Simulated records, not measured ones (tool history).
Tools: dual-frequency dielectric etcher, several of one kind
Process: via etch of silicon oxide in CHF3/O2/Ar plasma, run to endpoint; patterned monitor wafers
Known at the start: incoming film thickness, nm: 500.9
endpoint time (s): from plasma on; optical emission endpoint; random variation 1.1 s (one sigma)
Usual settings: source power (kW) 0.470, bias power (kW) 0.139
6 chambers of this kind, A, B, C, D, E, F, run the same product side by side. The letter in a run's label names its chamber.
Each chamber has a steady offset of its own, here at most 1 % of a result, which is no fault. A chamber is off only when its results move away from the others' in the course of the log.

run   hour  source power (kW)  bias power (kW)  hours since the last wet clean  hours since the last source power generator calibration  hours since the last bias power generator calibration  endpoint time (s)
 1F   15.7              0.470            0.139                           315.9                                                    431.5                                                 1806.0             306.07
 2D   25.2              0.470            0.139                           247.2                                                   2412.7                                                 3751.8             303.56
 3B   34.5              0.470            0.139                           351.2                                                    419.4                                                 2806.0             303.77
 4A   44.5              0.470            0.139                           262.5                                                    729.5                                                 2217.2             300.37
 5C   59.7              0.470            0.139                           154.6                                                    289.1                                                 1284.3             305.73
 6E   71.6              0.470            0.139                           314.8                                                    765.0                                                 2437.9             303.69
 7A   86.7              0.470            0.139                           304.7                                                    771.7                                                 2259.4             301.58
 8B   99.4              0.470            0.139                           416.1                                                    484.3                                                 2870.9             302.58
     100.9  -- chamber E: wet clean of the chamber
     102.2  -- chamber B: wet clean of the chamber
 9D  108.1              0.510            0.139                           330.1                                                   2495.6                                                 3834.7             294.77
     109.1  -- chamber B: bias power generator calibrated
10F  116.0              0.510            0.139                           416.2                                                    531.8                                                 1906.3             294.11
     116.1  -- chamber E: bias power generator calibrated
11C  124.4              0.510            0.139                           219.3                                                    353.8                                                 1349.0             297.70
12E  133.7              0.510            0.139                            32.9                                                    827.1                                                   17.7             293.77
13E  143.8              0.510            0.139                            43.0                                                    837.2                                                   27.8             294.09
14A  154.7              0.510            0.139                           372.7                                                    839.7                                                 2327.4             291.85
15D  162.7              0.470            0.139                           384.7                                                   2550.2                                                 3889.3             306.20
     165.6  -- chamber D: wet clean of the chamber
16C  171.3              0.470            0.139                           266.2                                                    400.7                                                 1395.9             305.60
17B  181.9              0.470            0.139                            79.8                                                    566.8                                                   72.9             301.85
18F  190.2              0.470            0.139                           490.4                                                    606.0                                                 1980.5             305.99
19D  205.9              0.470            0.139                            40.4                                                   2593.4                                                 3932.5             293.12
20E  221.4              0.470            0.139                           120.6                                                    914.8                                                  105.4             304.11
21B  234.9              0.470            0.139                           132.8                                                    619.8                                                  125.9             301.40
22A  243.7              0.470            0.139                           461.7                                                    928.7                                                 2416.4             300.27
23C  254.8              0.470            0.139                           349.7                                                    484.2                                                 1479.4             305.16
24F  263.9              0.470            0.139                           564.1                                                    679.7                                                 2054.2             303.35
25D  271.0              0.470            0.139                           105.5                                                   2658.5                                                 3997.6             292.57
26B  278.2              0.470            0.139                           176.1                                                    663.1                                                  169.2             302.04
27C  287.6              0.470            0.139                           382.5                                                    517.0                                                 1512.2             305.81
28A  298.5              0.470            0.139                           516.5                                                    983.5                                                 2471.2             301.51
     304.1  -- chamber F: wet clean of the chamber
     304.2  -- chamber D: bias power generator calibrated
29F  309.8              0.470            0.139                             5.7                                                    725.6                                                 2100.1             305.00
30E  320.4              0.470            0.139                           219.6                                                   1013.8                                                  204.4             304.03
     325.1  -- chamber C: wet clean of the chamber
31A  327.4              0.470            0.139                           545.4                                                   1012.4                                                 2500.1             302.40
32F  339.7              0.470            0.139                            35.6                                                    755.5                                                 2130.0             304.09
33C  348.1              0.470            0.139                            23.1                                                    577.5                                                 1572.7             305.92
34D  362.3              0.470            0.139                           196.8                                                   2749.8                                                   58.1             292.05
35B  370.7              0.470            0.139                           268.6                                                    755.6                                                  261.7             302.38
36E  385.2              0.470            0.139                           284.4                                                   1078.6                                                  269.2             305.18
37F  393.5              0.470            0.139                            89.4                                                    809.3                                                 2183.8             305.50
38A  407.6              0.470            0.139                           625.6                                                   1092.6                                                 2580.3             302.71

Is one chamber off against the others, does the gauge drift, or is nothing wrong? If a chamber is off, say which, and what the likeliest cause is.

A service left chamber D off against the others.
Cause: etch rate over this chamber's usual, % = 3.97.

Here are 4 candidates for chamber D's next run, each the usual settings with a change, their results left as question marks. Which one brings its results back in line with what the others give on the usual settings?
In line means no further than this from the other chambers' mean on the usual settings: endpoint time (s) 3.70
39D-1  418.9              0.460            0.137                                                                                                                                                                  ?
39D-2  418.9              0.440            0.133                                                                                                                                                                  ?
39D-3  418.9              0.470            0.145                                                                                                                                                                  ?
39D-4  418.9              0.510            0.139                                                                                                                                                                  ?

The other chambers' mean on the usual settings: endpoint time (s) 303.44
  run  endpoint time (s)
39D-1             296.22
39D-2             304.21
39D-3             288.48
39D-4             283.34
39D-2 brings the chamber back in line.
